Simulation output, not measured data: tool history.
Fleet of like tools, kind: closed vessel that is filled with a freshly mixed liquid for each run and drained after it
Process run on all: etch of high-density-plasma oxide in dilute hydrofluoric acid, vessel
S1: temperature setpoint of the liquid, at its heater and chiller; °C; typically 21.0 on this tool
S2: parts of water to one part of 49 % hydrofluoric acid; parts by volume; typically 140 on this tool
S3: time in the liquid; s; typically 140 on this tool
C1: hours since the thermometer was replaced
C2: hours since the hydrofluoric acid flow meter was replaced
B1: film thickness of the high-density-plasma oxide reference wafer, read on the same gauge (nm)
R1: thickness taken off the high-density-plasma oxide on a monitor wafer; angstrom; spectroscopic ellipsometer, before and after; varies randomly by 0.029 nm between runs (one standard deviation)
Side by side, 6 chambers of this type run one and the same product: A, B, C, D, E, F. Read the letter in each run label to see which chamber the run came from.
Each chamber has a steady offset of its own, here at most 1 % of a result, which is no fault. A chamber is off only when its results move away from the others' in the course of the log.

run	hour	S1	S2	S3	C1	C2	B1	R1
# hour 7.2: chamber F: hydrofluoric acid flow meter replaced
1E	9.3	21.0	140	140	521.8	79.1	100.040	62.608
# hour 17.0: chamber C: thermometer replaced
2A	20.0	21.0	140	140	78.1	456.0	100.040	62.596
3B	31.0	21.0	140	140	299.1	1660.9	100.020	61.483
4F	41.8	21.0	140	140	358.0	34.7	100.010	62.043
5C	47.0	21.0	140	140	30.0	642.2	100.030	62.646
6D	56.3	21.0	140	140	1383.2	1474.1	100.000	62.492
7A	65.4	21.0	140	70	123.5	501.4	100.020	31.364
8C	73.1	21.0	140	70	56.1	668.3	99.999	31.130
9E	78.8	21.0	140	70	591.3	148.6	99.982	31.186
10B	87.7	21.0	140	70	355.8	1717.6	99.972	31.259
# hour 88.8: chamber B: hydrofluoric acid flow meter replaced
11F	93.2	21.0	140	70	409.4	86.1	99.975	31.555
12D	104.0	21.0	140	70	1430.9	1521.8	100.020	31.519
13E	112.2	21.0	140	140	624.7	182.0	100.010	62.331
14D	120.3	21.0	140	140	1447.2	1538.1	100.040	62.415
15B	130.5	21.0	140	140	398.6	41.8	99.978	62.174
16A	141.5	21.0	105	140	199.6	577.5	100.010	85.925
# hour 148.4: chamber E: thermometer replaced
17F	152.3	21.0	105	140	468.5	145.2	100.030	86.428
18C	162.2	21.0	105	140	145.2	757.4	100.000	86.773
19F	168.2	21.0	105	140	484.4	161.1	99.990	86.109
20E	174.5	21.0	105	140	26.1	244.3	99.983	86.425
21A	183.8	21.0	105	140	241.9	619.8	99.984	86.294
22C	194.5	21.0	140	140	177.5	789.7	100.010	62.330
23D	204.1	18.5	140	140	1531.0	1621.9	100.010	56.668
24B	208.9	18.5	140	140	477.0	120.2	99.983	56.356
25A	219.7	18.5	140	140	277.8	655.7	99.975	56.332
26F	228.5	18.5	140	140	544.7	221.4	99.999	56.410
27D	234.5	18.5	140	140	1561.4	1652.3	99.990	56.283
28B	241.1	18.5	140	140	509.2	152.4	100.010	56.184
29C	250.3	21.0	140	140	233.3	845.5	100.000	63.009
30E	256.6	21.0	140	140	108.2	326.4	99.992	62.636
31E	266.0	21.0	140	140	117.6	335.8	99.986	62.386
32F	274.6	21.0	140	140	590.8	267.5	99.986	61.918
33A	280.7	21.0	140	140	338.8	716.7	100.010	62.665
34D	289.4	21.0	140	140	1616.3	1707.2	100.020	62.459
35B	294.7	21.0	140	140	562.8	206.0	100.010	62.725
36C	304.3	21.0	140	140	287.3	899.5	99.940	61.980
37A	314.2	21.0	140	140	372.3	750.2	100.010	62.616
38B	320.3	21.0	140	140	588.4	231.6	99.958	62.512
39D	326.5	21.0	140	140	1653.4	1744.3	99.981	62.680
40F	337.7	23.5	200	140	653.9	330.6	100.030	45.343
41E	347.0	23.5	200	140	198.6	416.8	99.991	45.035
42C	352.4	23.5	200	140	335.4	947.6	100.020	45.466
43A	362.3	23.5	200	140	420.4	798.3	99.973	45.452

Which is it: a chamber that has drifted or been left off by a service, a gauge drift common to all chambers, or only each chamber's usual small offset? If a chamber is off, name it and its likeliest cause.

All chambers stay in line apart from their small fixed offsets, and the gauge does not drift.
